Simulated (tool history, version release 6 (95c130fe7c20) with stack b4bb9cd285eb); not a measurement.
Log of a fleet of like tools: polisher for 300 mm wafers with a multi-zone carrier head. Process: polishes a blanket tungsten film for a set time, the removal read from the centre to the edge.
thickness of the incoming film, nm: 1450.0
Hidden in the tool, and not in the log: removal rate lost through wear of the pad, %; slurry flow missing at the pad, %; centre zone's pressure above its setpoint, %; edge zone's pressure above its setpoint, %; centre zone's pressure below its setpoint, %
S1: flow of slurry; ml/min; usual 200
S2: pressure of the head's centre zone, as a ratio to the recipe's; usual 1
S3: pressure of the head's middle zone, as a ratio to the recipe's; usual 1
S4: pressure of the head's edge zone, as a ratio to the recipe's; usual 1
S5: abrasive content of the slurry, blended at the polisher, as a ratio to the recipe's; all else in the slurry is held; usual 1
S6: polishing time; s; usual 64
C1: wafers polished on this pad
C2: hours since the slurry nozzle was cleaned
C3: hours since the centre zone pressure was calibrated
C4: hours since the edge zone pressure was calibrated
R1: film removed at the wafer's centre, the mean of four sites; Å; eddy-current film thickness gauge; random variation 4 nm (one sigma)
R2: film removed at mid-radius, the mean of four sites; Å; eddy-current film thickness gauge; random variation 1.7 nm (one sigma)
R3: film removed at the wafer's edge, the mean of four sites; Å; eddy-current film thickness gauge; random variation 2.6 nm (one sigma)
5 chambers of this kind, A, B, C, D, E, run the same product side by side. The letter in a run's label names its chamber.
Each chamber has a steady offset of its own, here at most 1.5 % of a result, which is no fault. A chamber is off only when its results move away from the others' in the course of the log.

run   hour   S1  S2    S3    S4  S5  S6    C1     C2      C3     C4      R1      R2      R3
 1A    7.1  200   1     1     1   1  64   997  192.1   179.4  166.7  2825.7  2803.5  2810.2
 2D   16.8  200   1     1     1   1  64   166   31.2   867.2   72.1  2742.8  2737.4  2796.3
      18.2  -- chamber A: worn pad replaced by a new one
      27.4  -- chamber C: edge zone pressure recalibrated
 3C   29.6  200   1     1     1   1  64   761  442.1   956.1    2.2  2778.5  2744.8  2706.6
      31.6  -- chamber C: worn pad replaced by a new one
 4B   41.4  200   1     1     1   1  64   510  316.4   764.5  237.4  2757.9  2791.1  2788.3
      45.7  -- chamber B: slurry nozzle cleaned
 5E   48.7  200   1     1     1   1  64   591  360.3   329.4  345.2    2733  2770.4  2818.2
 6D   60.7  200   1     1     1   1  64   521   75.1   911.1    116  2759.2  2732.7  2787.2
 7E   71.5  200   1     1     1   1  64   776  383.1   352.2    368  2740.1  2810.4    2826
 8A   79.7  200   1     1     1   1  64   497  264.7     252  239.3  2751.3  2825.1  2778.7
 9C     87  200   1     1     1   1  64   448  499.5  1013.5   59.6  2741.5  2759.5  2740.1
      99.1  -- chamber E: worn pad replaced by a new one
10B  100.8  200   1     1     1   1  64   990   55.1   823.9  296.8    2764  2791.8  2790.7
     102.1  -- chamber B: centre zone pressure recalibrated
11C  110.9  200   1     1     1   1  64   641  523.4  1037.4   83.5  2770.9  2742.6  2767.5
12B  117.8  200   1     1     1   1  64  1127   72.1    15.7  313.8  2826.7  2799.1    2826
       123  -- chamber A: worn pad replaced by a new one
13A  128.6  200   1     1     1   1  64    45  313.6   300.9  288.2  2823.6  2826.1  2802.2
     135.9  -- chamber C: worn pad replaced by a new one
     137.3  -- chamber C: slurry nozzle cleaned
14E    141  200   1     1     1   1  64   339  452.6   421.7  437.5  2771.1  2797.8  2761.8
       153  -- chamber D: worn pad replaced by a new one
15D  154.5  200   1     1     1   1  64    12  168.9  1004.9  209.8  2855.7  2757.1  2778.4
     163.2  -- chamber B: worn pad replaced by a new one
16C  166.3  200   1     1     1   1  64   245     29  1092.8  138.9  2732.1    2789  2774.3
     174.7  -- chamber A: slurry nozzle cleaned
17D  176.8  200   1     1     1   1  64   192  191.2  1027.2  232.1  2852.6  2739.3  2773.4
18E  188.2  200   1     1     1   1  64   720  499.8   468.9  484.7  2593.8  2836.1    2795
19B  200.5  200   1     1     1   1  64   302  154.8    98.4  396.5  2809.9  2780.8    2795
20A  209.6  200   1     1     1   1  64   700   34.9   381.9  369.2  2788.6  2833.2  2773.2
21B    223  200   1     1  0.91   1  64   483  177.3   120.9    419  2781.3  2796.7  2607.3
       228  -- chamber E: worn pad replaced by a new one
22D  231.9  200   1     1  0.91   1  64   638  246.3  1082.3  287.2    2700    2691  2640.8
23E  242.3  200   1     1  0.91   1  64   115  553.9     523  538.8  2584.5  2791.3  2702.7
     246.9  -- chamber C: worn pad replaced by a new one
24C  249.9  200   1     1  0.91   1  64    24  112.6  1176.4  222.5  2768.3  2772.9  2638.4
       257  -- chamber A: worn pad replaced by a new one
25A  258.5  200   1     1  0.91   1  64    12   83.8   430.8  418.1  2835.6  2821.7  2684.7
     266.3  -- chamber E: slurry nozzle cleaned
26C  266.7  200   1     1     1   1  64   160  129.4  1193.2  239.3  2769.7  2767.9  2730.2
27A  275.4  200   1  0.96     1   1  64   149  100.7   447.7    435  2752.7  2726.8  2810.9
28D  286.1  200   1  0.96     1   1  64  1076  300.5  1136.5  341.4    2768  2603.4    2748
29E    294  200   1  0.96     1   1  64   533   27.7   574.7  590.5  2542.3  2711.8  2848.8
30B    304  200   1  0.96     1   1  64  1138  258.3   201.9    500  2778.2  2700.9  2823.8
31A  311.2  200   1  0.96     1   1  64   438  136.5   483.5  470.8  2778.4  2711.4  2822.2
     322.6  -- chamber D: worn pad replaced by a new one
32B  323.5  200   1     1     1   1  64  1296  277.8   221.4  519.5  2822.8  2777.2    2801
33C  336.8  200   1     1  0.89   1  76   727  199.5  1263.3  309.4  3271.5  3264.3  3073.5
34D  346.5  200   1     1  0.89   1  76   193  360.9  1196.9  401.8  3230.5  3242.7  3048.1
35E  354.5  200   1     1  0.89   1  76  1023   88.2   635.2    651  2945.3  3318.5  3151.3

What goes on in this fleet: one chamber off, a drifting gauge, or nothing beyond the chambers' own small offsets? Name the chamber and the cause, if any.

Chamber E drifts away from the others.
Cause: centre zone's pressure below its setpoint, % = 9.5.

Here are 4 candidates for chamber E's next run, each the usual settings with a change, their results left as question marks. Which one brings its results back in line with what the others give on the usual settings?
In line means no further than this from the other chambers' mean on the usual settings: R1 140 Å; R2 60 Å; R3 91 Å
36E-1  364.3  210  1.17  0.96  0.94   1  64                   ?   ?   ?
36E-2  364.3  195  0.91  1.02  1.03   1  64                   ?   ?   ?
36E-3  364.3  190  0.83  1.04  1.06   1  64                   ?   ?   ?
36E-4  364.3  205  1.09  0.98  0.97   1  64                   ?   ?   ?

The other chambers' mean on the usual settings: R1 2767.6 Å; R2 2772.5 Å; R3 2776.7 Å
  run      R1      R2      R3
36E-1  2985.9  2728.5  2735.4
36E-2  2245.9  2858.6  2845.4
36E-3  2020.1  2900.1  2880.8
36E-4  2756.1  2772.5  2772.7
36E-4 brings the chamber back in line.
